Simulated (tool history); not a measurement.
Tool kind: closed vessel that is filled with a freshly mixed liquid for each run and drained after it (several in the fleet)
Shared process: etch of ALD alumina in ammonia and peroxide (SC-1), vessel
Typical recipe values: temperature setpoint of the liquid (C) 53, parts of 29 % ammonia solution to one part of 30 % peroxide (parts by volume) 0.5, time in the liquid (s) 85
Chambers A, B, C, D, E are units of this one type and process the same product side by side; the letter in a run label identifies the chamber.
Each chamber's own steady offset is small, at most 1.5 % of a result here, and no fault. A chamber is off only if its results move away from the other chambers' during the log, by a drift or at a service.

run   hour  temperature setpoint of the liquid (C)  parts of 29 % ammonia solution to one part of 30 % peroxide (parts by volume)  time in the liquid (s)  hours since the thermometer was replaced  hours since the ammonia flow meter was replaced  hours since the drum of ammonia solution was connected  read-back film thickness of the ALD alumina reference wafer, read on the same gauge (nm)  thickness taken off the ALD alumina on a monitor wafer (Å)
 1A    3.9                                      53                                                                            0.5                      85                                     255.8                                              716                                                    99.5                                                                                    109.99                                                      56.972
 2D    8.7                                      53                                                                            0.5                      85                                    1460.8                                           1580.3                                                   980.6                                                                                    109.98                                                      57.178
 3C   15.7                                      53                                                                            0.5                      85                                     462.4                                             2036                                                   334.9                                                                                       110                                                      56.949
 4B   19.6                                      53                                                                            0.5                      85                                    2126.9                                            309.2                                                   101.8                                                                                    110.02                                                      56.527
 5E   24.9                                      53                                                                            0.5                      85                                     113.6                                            695.4                                                   893.4                                                                                    109.99                                                      56.995
 6D   31.7                                      53                                                                            0.5                      85                                    1483.8                                           1603.3                                                  1003.6                                                                                       110                                                      56.981
 7E   36.5                                      53                                                                            0.5                      85                                     125.2                                              707                                                     905                                                                                    109.98                                                      57.585
 8A   40.6                                      53                                                                            0.5                      85                                     292.5                                            752.7                                                   136.2                                                                                    109.99                                                      57.426
 9C     44                                      53                                                                            0.5                      85                                     490.7                                           2064.3                                                   363.2                                                                                    110.02                                                      56.547
10B   47.6                                      53                                                                            0.5                      85                                    2154.9                                            337.2                                                   129.8                                                                                    109.97                                                      56.626
11B   51.2                                      53                                                                            0.5                      85                                    2158.5                                            340.8                                                   133.4                                                                                    110.01                                                      56.654
12D     58                                      53                                                                            0.5                      85                                    1510.1                                           1629.6                                                  1029.9                                                                                    109.98                                                      56.654
13E   62.2                                      53                                                                            0.5                      85                                     150.9                                            732.7                                                   930.7                                                                                    109.97                                                      57.607
14C   66.3                                      53                                                                            0.5                      85                                       513                                           2086.6                                                   385.5                                                                                    110.01                                                      56.759
15A   70.3                                      53                                                                            0.5                      85                                     322.2                                            782.4                                                   165.9                                                                                       110                                                      57.419
      73.3  -- chamber B: ammonia flow meter replaced
16E   74.3                                      53                                                                            0.5                      85                                       163                                            744.8                                                   942.8                                                                                    110.01                                                      57.548
17D   79.7                                      53                                                                            0.5                      85                                    1531.8                                           1651.3                                                  1051.6                                                                                    110.01                                                      57.095
18B   82.8                                      53                                                                            0.5                      85                                    2190.1                                              9.5                                                     165                                                                                    109.98                                                      57.025
19A   86.6                                      53                                                                            0.5                      85                                     338.5                                            798.7                                                   182.2                                                                                    109.99                                                      57.013
20C   92.7                                      53                                                                            0.5                      85                                     539.4                                             2113                                                   411.9                                                                                    109.99                                                       56.68
      94.7  -- chamber D: new drum of ammonia solution connected
21D   99.8                                      53                                                                            0.5                      85                                    1551.9                                           1671.4                                                     5.2                                                                                       110                                                      56.901
22A  104.5                                      53                                                                            0.5                      85                                     356.4                                            816.6                                                   200.1                                                                                    110.02                                                      57.079
23B  110.9                                      49                                                                            0.6                      85                                    2218.2                                             37.6                                                   193.1                                                                                    110.02                                                      46.323
24C  114.3                                      49                                                                            0.6                      85                                       561                                           2134.6                                                   433.5                                                                                    110.01                                                       46.74
25E  118.8                                      49                                                                            0.6                      85                                     207.5                                            789.3                                                   987.3                                                                                       110                                                      47.123
26D  122.7                                      49                                                                            0.6                      85                                    1574.8                                           1694.3                                                    28.1                                                                                    109.99                                                      46.734
27B  128.2                                      49                                                                            0.6                      85                                    2235.5                                             54.9                                                   210.4                                                                                    109.99                                                      46.222
28E  131.7                                      53                                                                            0.5                      85                                     220.4                                            802.2                                                  1000.2                                                                                       110                                                      57.899
29A  137.3                                      53                                                                            0.5                      85                                     389.2                                            849.4                                                   232.9                                                                                       110                                                      57.822
30C  142.8                                    60.5                                                                            0.5                      45                                     589.5                                           2163.1                                                     462                                                                                    110.01                                                      44.156
31A  147.3                                    60.5                                                                            0.5                      45                                     399.2                                            859.4                                                   242.9                                                                                       110                                                      44.759
32B  150.6                                    60.5                                                                            0.5                      45                                    2257.9                                             77.3                                                   232.8                                                                                    109.98                                                      44.965
33E  155.4                                    60.5                                                                            0.5                      45                                     244.1                                            825.9                                                  1023.9                                                                                    110.02                                                      45.055
34C  162.3                                    60.5                                                                            0.5                      45                                       609                                           2182.6                                                   481.5                                                                                    109.97                                                      44.338
35D  169.1                                      53                                                                            0.5                      85                                    1621.2                                           1740.7                                                    74.5                                                                                    109.99                                                      57.177
36E  172.6                                      53                                                                            0.5                      85                                     261.3                                            843.1                                                  1041.1                                                                                    109.97                                                      57.026
37B  178.2                                    59.5                                                                            0.5                     120                                    2285.5                                            104.9                                                   260.4                                                                                    109.99                                                      113.63
38C  181.6                                    59.5                                                                            0.5                     120                                     628.3                                           2201.9                                                   500.8                                                                                    110.02                                                      111.74
39A  187.6                                    59.5                                                                            0.5                     120                                     439.5                                            899.7                                                   283.2                                                                                    110.02                                                      113.64
40D  193.2                                    59.5                                                                            0.5                     120                                    1645.3                                           1764.8                                                    98.6                                                                                       110                                                      113.44
41B  198.8                                    59.5                                                                            0.5                     120                                    2306.1                                            125.5                                                     281                                                                                    110.02                                                      113.27
42E  202.5                                      53                                                                            0.5                      85                                     291.2                                              873                                                    1071                                                                                       110                                                      57.283

All 5 chambers run these settings next. Forecast each chamber's results:
43A  207.7                                      53                                                                            0.5                      85                                                                                                                                                                                                                                                                                                        ?
43B  207.7                                      53                                                                            0.5                      85                                                                                                                                                                                                                                                                                                        ?
43C  207.7                                      53                                                                            0.5                      85                                                                                                                                                                                                                                                                                                        ?
43D  207.7                                      53                                                                            0.5                      85                                                                                                                                                                                                                                                                                                        ?
43E  207.7                                      53                                                                            0.5                      85                                                                                                                                                                                                                                                                                                        ?

run  thickness taken off the ALD alumina on a monitor wafer (Å)
43A                                                      57.527
43B                                                      56.638
43C                                                      56.425
43D                                                      56.658
43E                                                      57.807
